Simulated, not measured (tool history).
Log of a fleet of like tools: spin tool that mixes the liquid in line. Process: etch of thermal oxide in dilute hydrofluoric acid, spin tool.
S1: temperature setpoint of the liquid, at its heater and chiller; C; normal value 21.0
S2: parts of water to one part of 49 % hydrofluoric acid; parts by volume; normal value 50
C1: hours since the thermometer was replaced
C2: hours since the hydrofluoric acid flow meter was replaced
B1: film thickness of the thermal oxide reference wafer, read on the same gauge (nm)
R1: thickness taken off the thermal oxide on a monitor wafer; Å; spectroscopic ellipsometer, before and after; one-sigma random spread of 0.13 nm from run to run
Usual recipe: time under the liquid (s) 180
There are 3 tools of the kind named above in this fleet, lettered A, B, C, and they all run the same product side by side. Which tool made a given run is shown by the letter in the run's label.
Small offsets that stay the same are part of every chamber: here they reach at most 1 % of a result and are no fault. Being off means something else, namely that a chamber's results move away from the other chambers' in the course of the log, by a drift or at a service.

run 1B hour=6.4 | S1=21.0 S2=50 time_under_the_liquid_(s)=180 | C1=1681.6 C2=866.5 | B1=49.993 | R1=156.40
run 2C hour=11.9 | S1=21.0 S2=50 time_under_the_liquid_(s)=180 | C1=265.2 C2=1187.7 | B1=49.982 | R1=152.24
run 3A hour=22.9 | S1=21.0 S2=50 time_under_the_liquid_(s)=180 | C1=553.2 C2=579.8 | B1=50.007 | R1=156.36
run 4A hour=33.4 | S1=21.0 S2=50 time_under_the_liquid_(s)=180 | C1=563.7 C2=590.3 | B1=49.985 | R1=155.28
run 5C hour=42.2 | S1=21.0 S2=50 time_under_the_liquid_(s)=180 | C1=295.5 C2=1218.0 | B1=50.002 | R1=155.18
run 6B hour=50.7 | S1=21.0 S2=50 time_under_the_liquid_(s)=180 | C1=1725.9 C2=910.8 | B1=50.008 | R1=157.03
run 7A hour=61.7 | S1=21.0 S2=50 time_under_the_liquid_(s)=180 | C1=592.0 C2=618.6 | B1=50.007 | R1=154.92
run 8B hour=70.1 | S1=21.0 S2=50 time_under_the_liquid_(s)=180 | C1=1745.3 C2=930.2 | B1=49.993 | R1=156.25
run 9C hour=81.6 | S1=21.0 S2=25 time_under_the_liquid_(s)=140 | C1=334.9 C2=1257.4 | B1=49.975 | R1=251.24
run 10B hour=88.9 | S1=21.0 S2=25 time_under_the_liquid_(s)=140 | C1=1764.1 C2=949.0 | B1=49.992 | R1=250.72
run 11C hour=99.8 | S1=21.0 S2=25 time_under_the_liquid_(s)=140 | C1=353.1 C2=1275.6 | B1=49.978 | R1=243.75
run 12A hour=111.5 | S1=21.0 S2=50 time_under_the_liquid_(s)=180 | C1=641.8 C2=668.4 | B1=50.000 | R1=156.79
run 13B hour=116.9 | S1=21.0 S2=65 time_under_the_liquid_(s)=180 | C1=1792.1 C2=977.0 | B1=50.005 | R1=117.80
-- hour=125.9 chamber B: hydrofluoric acid flow meter replaced
run 14A hour=126.8 | S1=21.0 S2=65 time_under_the_liquid_(s)=180 | C1=657.1 C2=683.7 | B1=50.009 | R1=116.31
run 15C hour=137.8 | S1=21.0 S2=65 time_under_the_liquid_(s)=180 | C1=391.1 C2=1313.6 | B1=50.002 | R1=117.26
run 16A hour=144.5 | S1=21.0 S2=50 time_under_the_liquid_(s)=180 | C1=674.8 C2=701.4 | B1=50.023 | R1=157.72
run 17B hour=151.7 | S1=21.0 S2=50 time_under_the_liquid_(s)=180 | C1=1826.9 C2=25.9 | B1=50.007 | R1=157.50
run 18C hour=162.6 | S1=21.0 S2=50 time_under_the_liquid_(s)=180 | C1=415.9 C2=1338.4 | B1=50.012 | R1=155.08
run 19A hour=168.3 | S1=21.0 S2=50 time_under_the_liquid_(s)=180 | C1=698.6 C2=725.2 | B1=49.995 | R1=155.84
run 20C hour=174.0 | S1=21.0 S2=50 time_under_the_liquid_(s)=180 | C1=427.3 C2=1349.8 | B1=49.996 | R1=157.59
run 21B hour=183.1 | S1=21.0 S2=50 time_under_the_liquid_(s)=180 | C1=1858.3 C2=57.3 | B1=50.002 | R1=155.13
run 22A hour=189.6 | S1=21.0 S2=50 time_under_the_liquid_(s)=180 | C1=719.9 C2=746.5 | B1=49.989 | R1=157.79
run 23B hour=198.3 | S1=21.0 S2=50 time_under_the_liquid_(s)=180 | C1=1873.5 C2=72.5 | B1=49.985 | R1=155.67
run 24C hour=206.4 | S1=21.0 S2=50 time_under_the_liquid_(s)=180 | C1=459.7 C2=1382.2 | B1=50.020 | R1=155.25
run 25B hour=212.8 | S1=21.0 S2=50 time_under_the_liquid_(s)=180 | C1=1888.0 C2=87.0 | B1=50.006 | R1=155.92
run 26A hour=220.8 | S1=21.0 S2=50 time_under_the_liquid_(s)=180 | C1=751.1 C2=777.7 | B1=50.002 | R1=154.70
run 27C hour=228.8 | S1=21.0 S2=50 time_under_the_liquid_(s)=180 | C1=482.1 C2=1404.6 | B1=49.997 | R1=153.88
run 28B hour=238.7 | S1=21.0 S2=50 time_under_the_liquid_(s)=180 | C1=1913.9 C2=112.9 | B1=50.001 | R1=158.58
run 29C hour=247.9 | S1=21.0 S2=50 time_under_the_liquid_(s)=180 | C1=501.2 C2=1423.7 | B1=49.964 | R1=154.47
run 30A hour=253.1 | S1=21.0 S2=50 time_under_the_liquid_(s)=180 | C1=783.4 C2=810.0 | B1=49.992 | R1=153.98
run 31C hour=261.2 | S1=23.5 S2=60 time_under_the_liquid_(s)=180 | C1=514.5 C2=1437.0 | B1=50.002 | R1=139.81
run 32A hour=272.5 | S1=23.5 S2=60 time_under_the_liquid_(s)=180 | C1=802.8 C2=829.4 | B1=50.006 | R1=143.61
run 33B hour=281.8 | S1=23.5 S2=60 time_under_the_liquid_(s)=180 | C1=1957.0 C2=156.0 | B1=49.995 | R1=144.42
run 34C hour=291.3 | S1=21.0 S2=50 time_under_the_liquid_(s)=180 | C1=544.6 C2=1467.1 | B1=50.021 | R1=154.24
run 35A hour=301.6 | S1=21.0 S2=50 time_under_the_liquid_(s)=180 | C1=831.9 C2=858.5 | B1=49.998 | R1=156.06
run 36B hour=311.6 | S1=21.0 S2=50 time_under_the_liquid_(s)=180 | C1=1986.8 C2=185.8 | B1=50.009 | R1=157.14
run 37B hour=322.4 | S1=21.0 S2=50 time_under_the_liquid_(s)=180 | C1=1997.6 C2=196.6 | B1=49.999 | R1=158.65
run 38C hour=329.6 | S1=21.0 S2=50 time_under_the_liquid_(s)=180 | C1=582.9 C2=1505.4 | B1=50.003 | R1=156.20
run 39A hour=341.0 | S1=21.0 S2=50 time_under_the_liquid_(s)=180 | C1=871.3 C2=897.9 | B1=50.008 | R1=154.56
run 40B hour=349.5 | S1=21.0 S2=50 time_under_the_liquid_(s)=180 | C1=2024.7 C2=223.7 | B1=50.000 | R1=156.66
run 41A hour=359.6 | S1=21.0 S2=50 time_under_the_liquid_(s)=180 | C1=889.9 C2=916.5 | B1=49.976 | R1=155.35
run 42C hour=370.6 | S1=21.0 S2=50 time_under_the_liquid_(s)=180 | C1=623.9 C2=1546.4 | B1=49.982 | R1=155.29
run 43B hour=380.2 | S1=21.0 S2=50 time_under_the_liquid_(s)=180 | C1=2055.4 C2=254.4 | B1=50.007 | R1=156.07

Which is it: a chamber that has drifted or been left off by a service, a gauge drift common to all chambers, or only each chamber's usual small offset? If a chamber is off, name it and its likeliest cause.

No chamber stands off beyond its own small offset, and the gauge holds steady.
